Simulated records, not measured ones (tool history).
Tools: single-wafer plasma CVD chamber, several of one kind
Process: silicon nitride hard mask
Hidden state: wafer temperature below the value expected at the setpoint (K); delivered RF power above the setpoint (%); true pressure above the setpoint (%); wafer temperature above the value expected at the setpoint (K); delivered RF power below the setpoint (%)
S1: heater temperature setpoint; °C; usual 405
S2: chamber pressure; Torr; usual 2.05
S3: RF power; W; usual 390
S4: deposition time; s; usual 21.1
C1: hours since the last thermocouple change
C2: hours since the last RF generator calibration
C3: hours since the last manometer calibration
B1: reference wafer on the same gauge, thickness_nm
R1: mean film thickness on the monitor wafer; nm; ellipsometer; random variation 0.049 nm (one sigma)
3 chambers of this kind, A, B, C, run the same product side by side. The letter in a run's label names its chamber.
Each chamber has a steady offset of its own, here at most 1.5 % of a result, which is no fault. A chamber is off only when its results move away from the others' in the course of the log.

run     day   S1    S2   S3    S4      C1     C2     C3      B1      R1
 1B   0.367  405  2.05  390  21.1  1284.7  187.7  628.9  35.413  30.284
 2C   0.708  405  2.05  390  21.1    1411    581    242  35.413  30.607
 3A   1.004  405  2.05  390  21.1    71.7  255.6   68.3  35.428  31.075
 4B   1.354  405  2.05  390  21.1  1308.4  211.4  652.6  35.432  30.305
 5C   1.683  405  2.05  325  21.1  1434.4  604.4  265.4  35.448  27.361
 6A   1.988  405  2.05  325  21.1    95.3  279.2   91.9  35.442  27.815
 7A   2.492  405  2.05  325  21.1   107.4  291.3    104  35.454  27.757
 8B   2.946  405  2.05  390  21.1  1346.6  249.6  690.8  35.455   30.36
 9C   3.325  405  2.05  390  21.1  1473.8  643.8  304.8  35.447  30.671
      3.654  -- chamber C: thermocouple changed; heater temperature recalibrated
10C   3.712  405  2.05  390  21.1     1.4  653.1  314.1   35.46  30.708
11B   3.962  405  2.05  390  21.1    1371    274  715.2   35.47  30.349
12A   4.283  405  2.05  390  21.1   150.4  334.3    147   35.49   31.03
13B   4.642  405  2.05  390  19.4  1387.3  290.3  731.5  35.491  27.886
14A   4.954  405  2.05  390  19.4   166.5  350.4  163.1   35.49  28.645
15C   5.238  405  2.05  390  19.4      38  689.7  350.7   35.48   28.32
16C   5.762  405  2.05  390  21.1    50.6  702.3  363.3  35.495  30.712
17B   6.067  405  2.05  390  21.1  1421.5  324.5  765.7  35.511  30.384
18A   6.346  405  2.05  390  21.1   199.9  383.8  196.5   35.52  31.122
19C   6.792  405  2.05  390  21.1    75.3    727    388  35.525  30.787
20A   7.258  405  2.05  390  21.1   221.8  405.7  218.4  35.529  31.137
21B   7.517  413  2.05  340  21.1  1456.3  359.3  800.5  35.538  27.939
22B       8  413  2.05  340  21.1  1467.9  370.9  812.1  35.549  27.788
23A     8.4  413  2.05  340  21.1   249.2  433.1  245.8  35.564  28.531
24C   8.717  413  2.05  390  21.1   121.5  773.2  434.2  35.552   30.62
25B   9.142  413  2.05  390  21.1  1495.3  398.3  839.5  35.582  30.184
26C   9.504  413  2.05  390  21.1   140.4  792.1  453.1  35.575  30.654
27A   9.771  405  2.05  390  21.1   282.1    466  278.7  35.568  31.327
28C  10.238  405  2.05  390  21.1     158  809.7  470.7  35.583  30.859
29A  10.683  405  2.05  390  21.1     304  487.9  300.6  35.597  31.259
30B  11.025  405  2.05  390  21.1  1540.5  443.5  884.7   35.61  30.473
31A  11.308  405  2.05  390  21.1     319  502.9  315.6  35.593   31.23
32B  11.742  405  2.05  390  21.1  1557.7  460.7  901.9  35.608  30.459
33C  12.196  405  2.05  390  21.1     205  856.7  517.7  35.629  30.799

Is one chamber off against the others, does the gauge drift, or is nothing wrong? If a chamber is off, say which, and what the likeliest cause is.

The gauge drifts, so all chambers seem to drift together. No chamber is off.
Cause: gauge reads high (%) = 0.66.
